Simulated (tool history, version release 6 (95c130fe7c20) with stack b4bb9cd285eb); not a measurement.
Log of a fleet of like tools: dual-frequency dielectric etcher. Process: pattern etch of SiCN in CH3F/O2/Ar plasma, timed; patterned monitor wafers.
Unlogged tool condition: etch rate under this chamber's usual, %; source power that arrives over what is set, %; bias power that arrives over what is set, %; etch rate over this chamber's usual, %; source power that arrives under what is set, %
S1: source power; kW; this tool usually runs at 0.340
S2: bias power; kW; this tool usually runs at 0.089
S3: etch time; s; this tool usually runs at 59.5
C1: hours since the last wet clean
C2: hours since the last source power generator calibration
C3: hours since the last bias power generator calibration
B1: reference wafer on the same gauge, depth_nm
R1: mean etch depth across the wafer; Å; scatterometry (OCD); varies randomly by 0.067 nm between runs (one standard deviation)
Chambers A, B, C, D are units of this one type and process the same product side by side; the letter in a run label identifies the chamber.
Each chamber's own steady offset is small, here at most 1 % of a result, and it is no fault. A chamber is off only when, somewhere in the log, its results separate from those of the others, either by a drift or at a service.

run	day	S1	S2	S3	C1	C2	C3	B1	R1
1C	0.142	0.340	0.089	59.5	319.7	2228.7	1279.9	23.400	226.31
2D	0.254	0.340	0.089	59.5	616.1	1466.8	1471.6	23.406	227.76
3A	0.338	0.340	0.089	59.5	273.5	132.9	768.1	23.405	227.17
4B	0.492	0.340	0.089	59.5	177.2	1641.8	1952.1	23.409	228.48
# day 0.562: chamber C: wet clean of the chamber
5A	0.667	0.340	0.089	59.5	281.4	140.8	776.0	23.398	228.37
6C	0.746	0.340	0.089	59.5	4.5	2243.2	1294.4	23.379	225.99
7D	0.846	0.340	0.089	59.5	630.3	1481.0	1485.8	23.417	228.34
8B	0.933	0.270	0.089	59.5	187.8	1652.4	1962.7	23.389	209.36
9C	1.017	0.270	0.089	59.5	11.0	2249.7	1300.9	23.392	208.68
10D	1.167	0.270	0.089	59.5	638.0	1488.7	1493.5	23.410	209.64
11A	1.267	0.270	0.089	59.5	295.8	155.2	790.4	23.387	209.24
12B	1.425	0.340	0.089	59.5	199.6	1664.2	1974.5	23.404	228.20
13B	1.575	0.340	0.089	59.5	203.2	1667.8	1978.1	23.422	228.12
14C	1.742	0.340	0.089	59.5	28.4	2267.1	1318.3	23.392	226.38
15A	1.908	0.340	0.089	59.5	311.2	170.6	805.8	23.408	227.96
16D	2.050	0.340	0.107	59.5	659.2	1509.9	1514.7	23.406	245.39
17D	2.146	0.340	0.107	59.5	661.5	1512.2	1517.0	23.383	245.20
18A	2.233	0.340	0.107	59.5	319.0	178.4	813.6	23.393	244.40
19C	2.412	0.340	0.107	59.5	44.5	2283.2	1334.4	23.385	242.80
20B	2.579	0.340	0.089	59.5	227.3	1691.9	2002.2	23.400	228.22
21C	2.733	0.340	0.089	59.5	52.2	2290.9	1342.1	23.405	225.96
22A	2.829	0.340	0.089	59.5	333.3	192.7	827.9	23.389	226.68
23B	2.942	0.340	0.089	59.5	236.0	1700.6	2010.9	23.397	227.24
24D	3.117	0.340	0.089	59.5	684.8	1535.5	1540.3	23.394	227.10
25D	3.283	0.340	0.089	59.5	688.8	1539.5	1544.3	23.418	228.32
26B	3.433	0.340	0.089	59.5	247.8	1712.4	2022.7	23.410	227.52
# day 3.575: chamber D: wet clean of the chamber
27A	3.612	0.340	0.089	59.5	352.1	211.5	846.7	23.414	226.91
28C	3.762	0.340	0.089	59.5	76.9	2315.6	1366.8	23.391	226.24
29B	3.925	0.340	0.089	59.5	259.6	1724.2	2034.5	23.418	225.99
30D	4.004	0.340	0.089	59.5	10.3	1556.8	1561.6	23.406	228.74
31A	4.079	0.340	0.089	59.5	363.3	222.7	857.9	23.428	226.98
32C	4.212	0.340	0.089	59.5	87.7	2326.4	1377.6	23.390	226.81
33A	4.338	0.340	0.089	59.5	369.5	228.9	864.1	23.391	226.77
34C	4.488	0.340	0.089	59.5	94.3	2333.0	1384.2	23.420	227.17
35B	4.658	0.340	0.089	59.5	277.2	1741.8	2052.1	23.393	226.62
36D	4.775	0.340	0.089	59.5	28.8	1575.3	1580.1	23.389	227.26

Decide between three cases: one chamber stands off from its peers, the gauge reading all wafers drifts, or nothing is wrong past each chamber's small offset. Where a chamber is off, say which and what most likely put it there.

All chambers stay in line apart from their small fixed offsets, and the gauge does not drift.

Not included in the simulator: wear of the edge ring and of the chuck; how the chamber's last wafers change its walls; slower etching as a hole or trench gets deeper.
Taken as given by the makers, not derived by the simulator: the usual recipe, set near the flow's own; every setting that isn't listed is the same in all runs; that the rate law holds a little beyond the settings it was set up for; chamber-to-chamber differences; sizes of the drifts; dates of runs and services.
